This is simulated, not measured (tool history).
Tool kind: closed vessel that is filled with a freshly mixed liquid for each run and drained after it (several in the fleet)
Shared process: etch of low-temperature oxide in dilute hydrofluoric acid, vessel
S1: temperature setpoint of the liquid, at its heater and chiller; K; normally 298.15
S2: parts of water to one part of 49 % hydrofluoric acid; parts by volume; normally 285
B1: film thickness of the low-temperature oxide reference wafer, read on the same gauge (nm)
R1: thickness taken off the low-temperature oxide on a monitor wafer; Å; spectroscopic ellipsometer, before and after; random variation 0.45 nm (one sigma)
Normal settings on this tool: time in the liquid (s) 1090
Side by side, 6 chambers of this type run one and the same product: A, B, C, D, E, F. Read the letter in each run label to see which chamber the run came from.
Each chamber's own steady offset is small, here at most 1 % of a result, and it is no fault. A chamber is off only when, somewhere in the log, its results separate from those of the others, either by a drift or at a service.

run 1E hour=3.1 | S1=298.15 S2=285 time_in_the_liquid_(s)=1090 | B1=50.053 | R1=572.54
-- hour=4.5 chamber D: hydrofluoric acid flow meter replaced
run 2B hour=5.1 | S1=298.15 S2=285 time_in_the_liquid_(s)=1090 | B1=50.026 | R1=568.23
run 3D hour=7.5 | S1=298.15 S2=285 time_in_the_liquid_(s)=1090 | B1=49.947 | R1=563.83
run 4A hour=9.8 | S1=298.15 S2=285 time_in_the_liquid_(s)=1090 | B1=49.992 | R1=572.14
run 5F hour=12.1 | S1=298.15 S2=285 time_in_the_liquid_(s)=1090 | B1=49.993 | R1=574.67
run 6C hour=15.2 | S1=298.15 S2=285 time_in_the_liquid_(s)=1090 | B1=50.012 | R1=572.79
run 7F hour=17.9 | S1=298.15 S2=285 time_in_the_liquid_(s)=1090 | B1=50.027 | R1=561.42
run 8B hour=22.2 | S1=298.15 S2=285 time_in_the_liquid_(s)=1090 | B1=50.026 | R1=565.73
run 9A hour=24.4 | S1=300.65 S2=285 time_in_the_liquid_(s)=790 | B1=49.996 | R1=445.40
run 10D hour=27.6 | S1=300.65 S2=285 time_in_the_liquid_(s)=790 | B1=49.991 | R1=447.15
run 11E hour=31.6 | S1=300.65 S2=285 time_in_the_liquid_(s)=790 | B1=50.039 | R1=446.48
run 12C hour=35.6 | S1=300.65 S2=285 time_in_the_liquid_(s)=790 | B1=50.006 | R1=451.10
run 13F hour=39.1 | S1=300.65 S2=285 time_in_the_liquid_(s)=790 | B1=50.005 | R1=449.63
run 14B hour=43.0 | S1=300.65 S2=285 time_in_the_liquid_(s)=790 | B1=50.020 | R1=452.45
-- hour=44.2 chamber E: hydrofluoric acid flow meter replaced
run 15E hour=45.2 | S1=298.15 S2=285 time_in_the_liquid_(s)=1090 | B1=49.959 | R1=568.04
run 16C hour=48.2 | S1=298.15 S2=285 time_in_the_liquid_(s)=1090 | B1=50.027 | R1=575.52
run 17A hour=50.2 | S1=298.15 S2=285 time_in_the_liquid_(s)=1090 | B1=50.036 | R1=569.75
run 18D hour=54.1 | S1=298.15 S2=395 time_in_the_liquid_(s)=1090 | B1=50.032 | R1=368.75
run 19D hour=58.4 | S1=298.15 S2=395 time_in_the_liquid_(s)=1090 | B1=49.960 | R1=371.98
run 20E hour=62.5 | S1=298.15 S2=395 time_in_the_liquid_(s)=1090 | B1=49.986 | R1=365.53
run 21C hour=65.5 | S1=298.15 S2=395 time_in_the_liquid_(s)=1090 | B1=50.035 | R1=370.64
run 22B hour=69.6 | S1=298.15 S2=395 time_in_the_liquid_(s)=1090 | B1=50.053 | R1=366.76
run 23F hour=72.4 | S1=298.15 S2=395 time_in_the_liquid_(s)=1090 | B1=50.038 | R1=373.64
run 24A hour=74.6 | S1=298.15 S2=285 time_in_the_liquid_(s)=1090 | B1=50.003 | R1=561.19
run 25A hour=77.1 | S1=298.15 S2=285 time_in_the_liquid_(s)=1090 | B1=49.987 | R1=564.66
run 26F hour=80.3 | S1=298.15 S2=285 time_in_the_liquid_(s)=1090 | B1=49.988 | R1=566.59
run 27D hour=84.1 | S1=298.15 S2=285 time_in_the_liquid_(s)=1090 | B1=49.989 | R1=571.03
run 28B hour=88.1 | S1=298.15 S2=285 time_in_the_liquid_(s)=1090 | B1=50.032 | R1=578.62
run 29C hour=90.2 | S1=298.15 S2=285 time_in_the_liquid_(s)=1090 | B1=49.970 | R1=568.60
run 30E hour=94.3 | S1=298.15 S2=285 time_in_the_liquid_(s)=1090 | B1=49.953 | R1=577.54
run 31E hour=98.7 | S1=298.15 S2=285 time_in_the_liquid_(s)=1090 | B1=50.023 | R1=576.15
run 32C hour=101.5 | S1=298.15 S2=285 time_in_the_liquid_(s)=1090 | B1=50.020 | R1=578.49
run 33D hour=104.9 | S1=298.15 S2=285 time_in_the_liquid_(s)=1090 | B1=50.028 | R1=564.27
run 34F hour=108.7 | S1=298.15 S2=285 time_in_the_liquid_(s)=1090 | B1=49.972 | R1=562.91
run 35B hour=111.9 | S1=298.15 S2=285 time_in_the_liquid_(s)=1090 | B1=50.019 | R1=574.94
run 36A hour=115.2 | S1=302.65 S2=285 time_in_the_liquid_(s)=1090 | B1=49.993 | R1=660.18
run 37C hour=118.7 | S1=302.65 S2=285 time_in_the_liquid_(s)=1090 | B1=49.989 | R1=659.73
run 38B hour=123.2 | S1=302.65 S2=285 time_in_the_liquid_(s)=1090 | B1=50.010 | R1=653.01
run 39F hour=127.0 | S1=302.65 S2=285 time_in_the_liquid_(s)=1090 | B1=50.023 | R1=649.99
run 40D hour=129.1 | S1=302.65 S2=285 time_in_the_liquid_(s)=1090 | B1=50.010 | R1=664.22
run 41A hour=132.7 | S1=302.65 S2=285 time_in_the_liquid_(s)=1090 | B1=50.058 | R1=658.61

Is one chamber off against the others, does the gauge drift, or is nothing wrong? If a chamber is off, say which, and what the likeliest cause is.

Beyond each chamber's small constant offset nothing stands out, and the gauge stays steady.
